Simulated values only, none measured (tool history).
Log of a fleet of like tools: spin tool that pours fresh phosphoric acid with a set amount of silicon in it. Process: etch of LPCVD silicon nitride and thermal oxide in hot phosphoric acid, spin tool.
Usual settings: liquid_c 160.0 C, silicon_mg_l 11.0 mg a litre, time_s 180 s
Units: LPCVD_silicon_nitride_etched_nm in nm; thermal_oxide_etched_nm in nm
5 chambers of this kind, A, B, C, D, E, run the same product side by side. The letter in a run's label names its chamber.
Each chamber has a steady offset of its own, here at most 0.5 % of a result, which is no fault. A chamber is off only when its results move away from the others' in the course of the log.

run,hour,liquid_c,silicon_mg_l,time_s,hours since the thermometer was replaced,hours since the dissolved silicon flow meter was replaced,hours since the heated supply line was repaired,"read-back film thickness of the LPCVD silicon nitride reference wafer, read on the same gauge (nm)","read-back film thickness of the thermal oxide reference wafer, read on the same gauge (nm)",LPCVD_silicon_nitride_etched_nm,thermal_oxide_etched_nm
1E,14.2,160.0,11.0,180,176.4,127.1,3227.2,140.02,69.999,16.567,0.42404
2D,24.7,160.0,11.0,180,854.4,622.8,678.1,139.97,70.026,16.662,0.35692
3A,38.1,160.0,11.0,180,735.0,353.3,620.5,140.03,69.993,16.740,0.41699
4C,48.7,160.0,11.0,180,353.5,790.8,1521.8,140.00,70.057,16.810,0.44224
# hour 49.9: chamber B: thermometer replaced
5B,60.1,160.0,11.0,180,10.2,453.5,2028.2,139.99,69.992,16.601,0.38761
6C,72.2,160.0,11.0,180,377.0,814.3,1545.3,139.98,70.020,16.912,0.38346
7E,85.5,160.0,11.0,180,247.7,198.4,3298.5,139.97,70.020,16.546,0.39716
8D,100.5,160.0,11.0,180,930.2,698.6,753.9,140.01,70.011,16.471,0.38676
9B,108.9,160.0,11.0,180,59.0,502.3,2077.0,139.99,69.981,16.558,0.40304
# hour 114.1: chamber C: dissolved silicon flow meter replaced
# hour 114.5: chamber B: dissolved silicon flow meter replaced
10A,117.1,160.0,11.0,180,814.0,432.3,699.5,140.02,69.998,16.459,0.40015
11E,124.9,160.0,11.0,180,287.1,237.8,3337.9,139.99,69.953,16.543,0.40343
12A,135.0,160.0,11.0,180,831.9,450.2,717.4,140.05,70.043,16.638,0.38091
13B,146.9,160.0,11.0,180,97.0,32.5,2115.0,140.02,70.024,16.627,0.37634
14C,156.7,160.0,11.0,180,461.5,42.6,1629.8,140.01,69.964,16.429,0.39575
15D,167.6,160.0,11.0,180,997.3,765.7,821.0,140.01,70.007,16.751,0.37979
16B,176.9,160.0,11.0,180,127.0,62.5,2145.0,140.04,69.994,16.579,0.38355
17A,190.5,160.0,11.0,180,887.4,505.7,772.9,139.96,70.035,16.263,0.38885
18C,200.6,160.0,11.0,180,505.4,86.5,1673.7,139.98,70.027,16.697,0.37903
# hour 205.6: chamber D: thermometer replaced
19E,213.8,160.0,11.0,180,376.0,326.7,3426.8,139.92,69.996,16.375,0.34312
20D,229.8,160.0,11.0,180,24.2,827.9,883.2,139.97,70.019,16.533,0.41674
21C,242.2,160.0,11.0,180,547.0,128.1,1715.3,139.93,70.003,16.758,0.43235
22E,249.5,160.0,11.0,180,411.7,362.4,3462.5,140.03,69.949,16.653,0.40078
23A,266.0,160.0,11.0,180,962.9,581.2,848.4,139.95,69.998,15.949,0.40095
24B,275.1,162.5,11.0,220,225.2,160.7,2243.2,140.01,69.996,22.219,0.56631
# hour 277.9: chamber A: heated supply line repaired
25D,288.7,162.5,11.0,220,83.1,886.8,942.1,140.04,70.008,22.234,0.53066
26E,304.9,162.5,11.0,220,467.1,417.8,3517.9,140.05,69.954,22.060,0.55659
27D,317.3,162.5,11.0,220,111.7,915.4,970.7,140.00,70.006,22.113,0.53896
28B,325.0,162.5,11.0,220,275.1,210.6,2293.1,139.99,69.996,22.061,0.56665
29A,335.3,160.0,17.5,255,1032.2,650.5,57.4,140.05,69.984,21.875,0.43444
30C,344.9,160.0,17.5,255,649.7,230.8,1818.0,139.99,69.996,23.780,0.45679
31B,352.1,160.0,17.5,255,302.2,237.7,2320.2,139.97,69.963,23.209,0.37603

Is one chamber off against the others, does the gauge drift, or is nothing wrong? If a chamber is off, say which, and what the likeliest cause is.

Chamber A drifts away from the others.
Cause: liquid colder than its thermometer reads (K) = 2.43.

Here are 4 candidates for chamber A's next run, each the usual settings with a change, their results left as question marks. Which one brings its results back in line with what the others give on the usual settings?
In line means no further than this from the other chambers' mean on the usual settings: LPCVD_silicon_nitride_etched_nm 0.470 nm; thermal_oxide_etched_nm 0.10000 nm
32A-1,364.0,160.5,8.0,190,,,,,,?,?
32A-2,364.0,161.5,4.5,200,,,,,,?,?
32A-3,364.0,158.5,17.5,160,,,,,,?,?
32A-4,364.0,159.5,14.0,170,,,,,,?,?

The other chambers' mean on the usual settings: LPCVD_silicon_nitride_etched_nm 16.634 nm; thermal_oxide_etched_nm 0.38785 nm
run,LPCVD_silicon_nitride_etched_nm,thermal_oxide_etched_nm
32A-1,16.450,0.37912
32A-2,17.905,0.46257
32A-3,12.954,0.21911
32A-4,14.236,0.27495
32A-1 brings the chamber back in line.

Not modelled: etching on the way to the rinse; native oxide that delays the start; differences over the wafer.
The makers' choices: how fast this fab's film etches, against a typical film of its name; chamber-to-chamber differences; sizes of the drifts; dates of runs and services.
